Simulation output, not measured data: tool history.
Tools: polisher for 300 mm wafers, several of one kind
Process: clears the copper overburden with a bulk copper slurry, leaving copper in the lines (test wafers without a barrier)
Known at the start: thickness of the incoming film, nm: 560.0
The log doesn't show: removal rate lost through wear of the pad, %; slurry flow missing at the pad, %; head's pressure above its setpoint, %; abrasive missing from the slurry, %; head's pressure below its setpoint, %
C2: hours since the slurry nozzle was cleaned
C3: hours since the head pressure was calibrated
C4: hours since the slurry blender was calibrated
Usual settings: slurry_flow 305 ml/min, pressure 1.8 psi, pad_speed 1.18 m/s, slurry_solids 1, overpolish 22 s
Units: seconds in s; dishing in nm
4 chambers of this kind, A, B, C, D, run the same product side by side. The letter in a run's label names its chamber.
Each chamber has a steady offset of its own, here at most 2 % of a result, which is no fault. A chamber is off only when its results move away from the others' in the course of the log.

-- day=0.308 chamber B: head pressure recalibrated
run 1C day=0.333 | slurry_flow=305 pressure=1.8 pad_speed=1.18 slurry_solids=1 overpolish=22 | wafers_polished_on_this_pad=421 C2=205.1 C3=296.1 C4=147.8 | seconds=93.26 dishing=62.384
-- day=0.9 chamber B: slurry nozzle cleaned
run 2B day=0.992 | slurry_flow=305 pressure=1.8 pad_speed=1.18 slurry_solids=1 overpolish=22 | wafers_polished_on_this_pad=428 C2=2.2 C3=16.5 C4=101.6 | seconds=92.86 dishing=60.978
-- day=1.258 chamber C: slurry blender recalibrated
run 3A day=1.496 | slurry_flow=305 pressure=1.8 pad_speed=1.18 slurry_solids=1 overpolish=22 | wafers_polished_on_this_pad=628 C2=308 C3=916.7 C4=203.2 | seconds=92.546 dishing=61.419
-- day=1.646 chamber D: slurry nozzle cleaned
-- day=1.712 chamber D: worn pad replaced by a new one
run 4D day=1.846 | slurry_flow=305 pressure=1.8 pad_speed=1.18 slurry_solids=1 overpolish=22 | wafers_polished_on_this_pad=34 C2=4.9 C3=339.5 C4=68.3 | seconds=91.581 dishing=59.923
-- day=2.208 chamber C: worn pad replaced by a new one
run 5C day=2.212 | slurry_flow=305 pressure=1.8 pad_speed=1.18 slurry_solids=1 overpolish=22 | wafers_polished_on_this_pad=2 C2=250.2 C3=341.2 C4=23 | seconds=90.217 dishing=62.365
-- day=2.404 chamber A: worn pad replaced by a new one
-- day=2.858 chamber D: head pressure recalibrated
run 6B day=2.867 | slurry_flow=305 pressure=1.8 pad_speed=1.18 slurry_solids=1 overpolish=22 | wafers_polished_on_this_pad=910 C2=47.2 C3=61.5 C4=146.6 | seconds=92.238 dishing=61.753
run 7D day=3.275 | slurry_flow=305 pressure=1.8 pad_speed=1.18 slurry_solids=1 overpolish=22 | wafers_polished_on_this_pad=401 C2=39.2 C3=10.1 C4=102.6 | seconds=93.672 dishing=61.339
-- day=3.65 chamber B: worn pad replaced by a new one
run 8A day=3.871 | slurry_flow=305 pressure=1.8 pad_speed=1.18 slurry_solids=1 overpolish=22 | wafers_polished_on_this_pad=377 C2=365 C3=973.7 C4=260.2 | seconds=92.068 dishing=61.13
run 9D day=4.375 | slurry_flow=305 pressure=1.8 pad_speed=1.18 slurry_solids=1 overpolish=22 | wafers_polished_on_this_pad=683 C2=65.6 C3=36.5 C4=129 | seconds=88.04 dishing=62.419
run 10C day=4.925 | slurry_flow=305 pressure=1.8 pad_speed=1.18 slurry_solids=1 overpolish=22 | wafers_polished_on_this_pad=698 C2=315.3 C3=406.3 C4=88.1 | seconds=88.026 dishing=61.856
-- day=5.058 chamber D: worn pad replaced by a new one
run 11B day=5.346 | slurry_flow=305 pressure=1.8 pad_speed=1.18 slurry_solids=1 overpolish=22 | wafers_polished_on_this_pad=436 C2=106.7 C3=121 C4=206.1 | seconds=92.142 dishing=61.838
run 12A day=5.692 | slurry_flow=305 pressure=1.8 pad_speed=1.18 slurry_solids=1 overpolish=22 | wafers_polished_on_this_pad=844 C2=408.7 C3=1017.4 C4=303.9 | seconds=90.997 dishing=63.142
-- day=6.058 chamber C: worn pad replaced by a new one
run 13C day=6.204 | slurry_flow=305 pressure=1.8 pad_speed=1.18 slurry_solids=1.15 overpolish=35 | wafers_polished_on_this_pad=38 C2=346 C3=437 C4=118.8 | seconds=85.148 dishing=75.991
-- day=6.462 chamber A: worn pad replaced by a new one
run 14B day=6.533 | slurry_flow=305 pressure=1.8 pad_speed=1.18 slurry_solids=1.15 overpolish=35 | wafers_polished_on_this_pad=741 C2=135.2 C3=149.5 C4=234.6 | seconds=87.74 dishing=75.363
-- day=6.933 chamber B: slurry blender recalibrated
run 15A day=7.183 | slurry_flow=305 pressure=1.8 pad_speed=1.18 slurry_solids=1.15 overpolish=35 | wafers_polished_on_this_pad=186 C2=444.5 C3=1053.2 C4=339.7 | seconds=85.906 dishing=76.359
run 16D day=7.733 | slurry_flow=305 pressure=1.8 pad_speed=1.18 slurry_solids=1.15 overpolish=35 | wafers_polished_on_this_pad=687 C2=146.2 C3=117.1 C4=209.6 | seconds=89.423 dishing=76.592
run 17D day=8.154 | slurry_flow=305 pressure=1.8 pad_speed=1.18 slurry_solids=1 overpolish=22 | wafers_polished_on_this_pad=795 C2=156.3 C3=127.2 C4=219.7 | seconds=90.032 dishing=60.237
-- day=8.179 chamber D: slurry blender recalibrated
-- day=8.354 chamber B: worn pad replaced by a new one
run 18C day=8.6 | slurry_flow=305 pressure=1.8 pad_speed=1.18 slurry_solids=1 overpolish=22 | wafers_polished_on_this_pad=653 C2=403.5 C3=494.5 C4=176.3 | seconds=89.679 dishing=61.074
-- day=8.729 chamber D: worn pad replaced by a new one
run 19B day=9.221 | slurry_flow=305 pressure=1.8 pad_speed=1.18 slurry_solids=1 overpolish=22 | wafers_polished_on_this_pad=223 C2=199.7 C3=214 C4=54.9 | seconds=91.767 dishing=61.81
-- day=9.262 chamber C: slurry blender recalibrated
-- day=9.571 chamber C: worn pad replaced by a new one
run 20A day=9.629 | slurry_flow=305 pressure=1.8 pad_speed=1.18 slurry_solids=1 overpolish=22 | wafers_polished_on_this_pad=813 C2=503.2 C3=1111.9 C4=398.4 | seconds=93.387 dishing=62.746
run 21B day=9.95 | slurry_flow=305 pressure=1.8 pad_speed=1.18 slurry_solids=1 overpolish=22 | wafers_polished_on_this_pad=410 C2=217.2 C3=231.5 C4=72.4 | seconds=92.578 dishing=61.259
run 22D day=10.379 | slurry_flow=305 pressure=1.8 pad_speed=1.18 slurry_solids=1 overpolish=22 | wafers_polished_on_this_pad=423 C2=209.7 C3=180.6 C4=52.9 | seconds=92.894 dishing=60.603
-- day=10.775 chamber A: slurry nozzle cleaned
-- day=10.829 chamber A: worn pad replaced by a new one
run 23C day=10.875 | slurry_flow=305 pressure=1.8 pad_speed=1.18 slurry_solids=1 overpolish=22 | wafers_polished_on_this_pad=334 C2=458.1 C3=549.1 C4=38.8 | seconds=89.264 dishing=62.505
-- day=10.9 chamber A: slurry blender recalibrated
-- day=10.942 chamber C: slurry nozzle cleaned
run 24A day=11.329 | slurry_flow=305 pressure=1.8 pad_speed=1.18 slurry_solids=1 overpolish=22 | wafers_polished_on_this_pad=128 C2=13.4 C3=1152.7 C4=10.4 | seconds=87.952 dishing=62.305
run 25B day=11.821 | slurry_flow=305 pressure=1.8 pad_speed=1.18 slurry_solids=1 overpolish=22 | wafers_polished_on_this_pad=890 C2=262.1 C3=276.4 C4=117.3 | seconds=90.227 dishing=62.207
run 26C day=12.183 | slurry_flow=305 pressure=1.8 pad_speed=1.18 slurry_solids=1 overpolish=22 | wafers_polished_on_this_pad=670 C2=29.8 C3=580.5 C4=70.2 | seconds=90.585 dishing=61.658
-- day=12.304 chamber D: slurry nozzle cleaned
run 27D day=12.596 | slurry_flow=305 pressure=1.8 pad_speed=1.18 slurry_solids=1 overpolish=22 | wafers_polished_on_this_pad=992 C2=7.1 C3=233.8 C4=106.1 | seconds=89.88 dishing=61.373
-- day=12.742 chamber B: worn pad replaced by a new one
-- day=12.746 chamber D: worn pad replaced by a new one
run 28A day=13.1 | slurry_flow=305 pressure=1.8 pad_speed=1.18 slurry_solids=1 overpolish=22 | wafers_polished_on_this_pad=583 C2=55.9 C3=1195.2 C4=52.9 | seconds=87.209 dishing=63.172
-- day=13.508 chamber C: worn pad replaced by a new one
run 29D day=13.558 | slurry_flow=305 pressure=1.8 pad_speed=1.18 slurry_solids=1 overpolish=22 | wafers_polished_on_this_pad=208 C2=30.2 C3=256.9 C4=129.2 | seconds=92.327 dishing=61.072
run 30C day=14.1 | slurry_flow=305 pressure=1.8 pad_speed=1.18 slurry_solids=1 overpolish=22 | wafers_polished_on_this_pad=152 C2=75.8 C3=626.5 C4=116.2 | seconds=91.062 dishing=61.098
-- day=14.271 chamber A: worn pad replaced by a new one
run 31A day=14.679 | slurry_flow=305 pressure=1.8 pad_speed=1.18 slurry_solids=1 overpolish=22 | wafers_polished_on_this_pad=105 C2=93.8 C3=1233.1 C4=90.8 | seconds=91.788 dishing=63.444
run 32B day=15.3 | slurry_flow=305 pressure=1.8 pad_speed=1.34 slurry_solids=1 overpolish=34 | wafers_polished_on_this_pad=657 C2=345.6 C3=359.9 C4=200.8 | seconds=79.894 dishing=76.673
-- day=15.333 chamber C: head pressure recalibrated
-- day=15.379 chamber A: head pressure recalibrated
run 33A day=15.683 | slurry_flow=305 pressure=1.8 pad_speed=1.34 slurry_solids=1 overpolish=34 | wafers_polished_on_this_pad=363 C2=117.9 C3=7.3 C4=114.9 | seconds=79.263 dishing=77.37
run 34D day=16.021 | slurry_flow=305 pressure=1.8 pad_speed=1.34 slurry_solids=1 overpolish=34 | wafers_polished_on_this_pad=841 C2=89.3 C3=316 C4=188.3 | seconds=81.732 dishing=74.539
run 35C day=16.4 | slurry_flow=305 pressure=1.8 pad_speed=1.34 slurry_solids=1 overpolish=34 | wafers_polished_on_this_pad=742 C2=131 C3=25.7 C4=171.4 | seconds=79.386 dishing=76.245
-- day=16.683 chamber B: head pressure recalibrated
-- day=16.683 chamber D: head pressure recalibrated
-- day=16.75 chamber D: worn pad replaced by a new one
-- day=16.933 chamber C: worn pad replaced by a new one
run 36B day=17.058 | slurry_flow=305 pressure=1.8 pad_speed=1.18 slurry_solids=1 overpolish=22 | wafers_polished_on_this_pad=1108 C2=387.8 C3=9 C4=243 | seconds=91.176 dishing=61.972
-- day=17.071 chamber C: slurry blender recalibrated
-- day=17.104 chamber B: worn pad replaced by a new one
-- day=17.254 chamber B: slurry blender recalibrated
-- day=17.625 chamber A: worn pad replaced by a new one
run 37A day=17.629 | slurry_flow=305 pressure=1.8 pad_speed=1.18 slurry_solids=1 overpolish=22 | wafers_polished_on_this_pad=1 C2=164.6 C3=54 C4=161.6 | seconds=91.757 dishing=63.008
-- day=17.992 chamber D: slurry blender recalibrated
run 38D day=18.158 | slurry_flow=305 pressure=1.8 pad_speed=1.18 slurry_solids=1 overpolish=22 | wafers_polished_on_this_pad=361 C2=140.6 C3=35.4 C4=4 | seconds=94.085 dishing=61.09
run 39B day=18.779 | slurry_flow=305 pressure=1.8 pad_speed=1.18 slurry_solids=1 overpolish=30 | wafers_polished_on_this_pad=430 C2=429.1 C3=50.3 C4=36.7 | seconds=88.76 dishing=71.15
run 40C day=19.333 | slurry_flow=305 pressure=1.8 pad_speed=1.18 slurry_solids=1 overpolish=30 | wafers_polished_on_this_pad=616 C2=201.4 C3=96.1 C4=54.3 | seconds=92.453 dishing=71.28

All 4 chambers run these settings next. Forecast each chamber's results:
run 41A day=19.825 | slurry_flow=305 pressure=1.5 pad_speed=1.18 slurry_solids=1 overpolish=22 | seconds=? dishing=?
run 41B day=19.825 | slurry_flow=305 pressure=1.5 pad_speed=1.18 slurry_solids=1 overpolish=22 | seconds=? dishing=?
run 41C day=19.825 | slurry_flow=305 pressure=1.5 pad_speed=1.18 slurry_solids=1 overpolish=22 | seconds=? dishing=?
run 41D day=19.825 | slurry_flow=305 pressure=1.5 pad_speed=1.18 slurry_solids=1 overpolish=22 | seconds=? dishing=?

run=41A seconds=108.38 dishing=56.208
run=41B seconds=109.5 dishing=55.205
run=41C seconds=106.96 dishing=54.866
run=41D seconds=108.13 dishing=54.173
